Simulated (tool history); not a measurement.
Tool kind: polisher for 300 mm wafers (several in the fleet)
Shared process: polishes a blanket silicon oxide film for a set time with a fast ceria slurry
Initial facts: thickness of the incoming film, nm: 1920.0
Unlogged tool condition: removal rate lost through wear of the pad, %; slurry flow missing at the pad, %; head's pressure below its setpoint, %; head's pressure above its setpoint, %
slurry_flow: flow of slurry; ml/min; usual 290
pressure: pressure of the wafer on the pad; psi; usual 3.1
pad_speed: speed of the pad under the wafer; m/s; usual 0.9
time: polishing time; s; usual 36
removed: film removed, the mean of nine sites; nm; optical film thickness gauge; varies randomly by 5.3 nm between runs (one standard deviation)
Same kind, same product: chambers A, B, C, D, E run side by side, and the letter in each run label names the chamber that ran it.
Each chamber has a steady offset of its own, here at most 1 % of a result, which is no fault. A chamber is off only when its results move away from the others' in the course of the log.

run   hour  slurry_flow  pressure  pad_speed  time  wafers polished on this pad  hours since the slurry nozzle was cleaned  hours since the head pressure was calibrated  removed
 1D   11.1          290       3.1        0.9    36                          341                                      652.4                                         768.7   455.93
 2B   23.9          290       3.1        0.9    36                          527                                      230.6                                         539.9   458.81
 3A   31.3          290       3.1        0.9    36                          992                                      588.0                                         556.8   466.88
      31.6  -- chamber E: worn pad replaced by a new one
      33.9  -- chamber C: worn pad replaced by a new one
 4E   40.9          290       3.1        0.9    36                          114                                       80.3                                         516.6   453.50
      50.4  -- chamber D: slurry nozzle cleaned
      53.1  -- chamber A: worn pad replaced by a new one
 5C   53.6          290       3.1        0.9    36                          243                                       84.1                                         614.2   447.23
 6E   65.6          290       3.1        0.9    36                          419                                      105.0                                         541.3   455.00
 7B   73.1          290       3.1        0.9    36                         1134                                      279.8                                         589.1   460.00
      82.5  -- chamber B: slurry nozzle cleaned
 8C   83.8          290       3.1        0.9    36                          616                                      114.3                                         644.4   449.41
 9D   94.9          290       3.1        0.9    36                         1375                                       44.6                                         852.5   456.37
     104.0  -- chamber E: worn pad replaced by a new one
     105.7  -- chamber D: worn pad replaced by a new one
     107.3  -- chamber B: worn pad replaced by a new one
10A  108.9          205       2.8        0.9    36                          689                                      665.6                                         634.4   397.28
     115.5  -- chamber C: worn pad replaced by a new one
11B  116.9          205       2.8        0.9    36                          119                                       34.4                                         632.9   399.54
12A  123.1          205       2.8        0.9    36                          864                                      679.8                                         648.6   399.32
13C  134.8          205       2.8        0.9    36                          238                                      165.3                                         695.4   398.62
14E  142.3          205       2.8        0.9    36                          473                                      181.7                                         618.0   392.76
     146.6  -- chamber A: worn pad replaced by a new one
15D  151.4          290       3.1        0.9    36                          563                                      101.1                                         909.0   452.12
16A  157.7          250       3.6        0.9    36                          137                                      714.4                                         683.2   533.01
17E  166.2          250       3.6        0.9    36                          768                                      205.6                                         641.9   518.09
     172.2  -- chamber E: worn pad replaced by a new one
18D  175.8          250       3.6        0.9    36                          864                                      125.5                                         933.4   529.13
     184.0  -- chamber C: worn pad replaced by a new one
     187.2  -- chamber A: head pressure recalibrated
19C  189.0          250       3.6        0.9    36                           62                                      219.5                                         749.6   512.62
20B  202.3          250       3.6        0.9    36                         1172                                      119.8                                         718.3   526.97
21A  211.9          290       3.1        0.9    36                          806                                      768.6                                          24.8   416.18
     215.5  -- chamber E: slurry nozzle cleaned
     217.6  -- chamber B: worn pad replaced by a new one
     223.5  -- chamber A: slurry nozzle cleaned
22C  223.9          290       3.1        0.9    36                          493                                      254.4                                         784.5   446.34
     227.1  -- chamber D: worn pad replaced by a new one
23E  230.6          290       3.1        0.9    36                          720                                       15.1                                         706.3   463.15
24B  237.2          290       3.1        0.9    36                          242                                      154.7                                         753.2   454.98
     237.4  -- chamber E: worn pad replaced by a new one
25D  247.7          290       3.1        0.9    36                          254                                      197.4                                        1005.3   455.28
     251.2  -- chamber A: worn pad replaced by a new one
26E  256.0          290       3.1        0.9    36                          230                                       40.5                                         731.7   467.12
     257.3  -- chamber C: worn pad replaced by a new one
27A  264.7          290       3.7        0.9    36                          167                                       41.3                                          77.6   511.23
28B  274.1          290       3.7        0.9    36                          697                                      191.6                                         790.1   538.04
29D  288.0          290       3.7        0.9    36                          751                                      237.7                                        1045.6   542.73
30C  295.5          290       3.7        0.9    36                          471                                      326.0                                         856.1   529.64
31D  302.6          290       3.7        0.9    36                          931                                      252.3                                        1060.2   528.20
     310.1  -- chamber C: head pressure recalibrated
32E  314.8          290       3.1        0.9    36                          955                                       99.3                                         790.5   453.94
33C  324.3          290       3.1        0.9    36                          827                                      354.8                                          14.2   443.76
     328.7  -- chamber B: worn pad replaced by a new one
34A  335.3          290       3.1        0.9    36                         1038                                      111.9                                         148.2   420.60
     337.9  -- chamber B: slurry nozzle cleaned
35B  343.0          290       3.1        0.9    36                          176                                        5.2                                         859.0   465.56
     348.6  -- chamber A: worn pad replaced by a new one
36B  356.2          290       3.1        0.9    36                          339                                       18.4                                         872.2   458.63
37A  365.7          290       3.1        0.9    36                          211                                      142.3                                         178.6   417.34

Does one chamber stand apart from the rest, does the shared gauge drift, or is all well apart from small per-chamber offsets? Give the chamber and the most likely cause, where there is one.

The work done on chamber A during a service left it standing apart from the others.
Most likely cause: head's pressure below its setpoint, % = 8.25.

Which of the 4 candidates below, each the usual settings with something changed and its results left as question marks, puts chamber A back in line with what the other chambers give on the usual settings?
In-line tolerance around the mean of the other chambers on the usual settings: removed 18.00 nm
38A-1  375.6          290       3.3       0.94    38                                                                                                                              ?
38A-2  375.6          290       3.2       0.90    38                                                                                                                              ?
38A-3  375.6          290       3.0       0.88    35                                                                                                                              ?
38A-4  375.6          290       2.9       0.86    34                                                                                                                              ?

Average result of the remaining chambers running the usual settings: removed 454.82 nm
  run  removed
38A-1   491.86
38A-2   456.51
38A-3   385.16
38A-4   353.32
The right change is 38A-2: it brings the chamber back within the allowed miss of the others.

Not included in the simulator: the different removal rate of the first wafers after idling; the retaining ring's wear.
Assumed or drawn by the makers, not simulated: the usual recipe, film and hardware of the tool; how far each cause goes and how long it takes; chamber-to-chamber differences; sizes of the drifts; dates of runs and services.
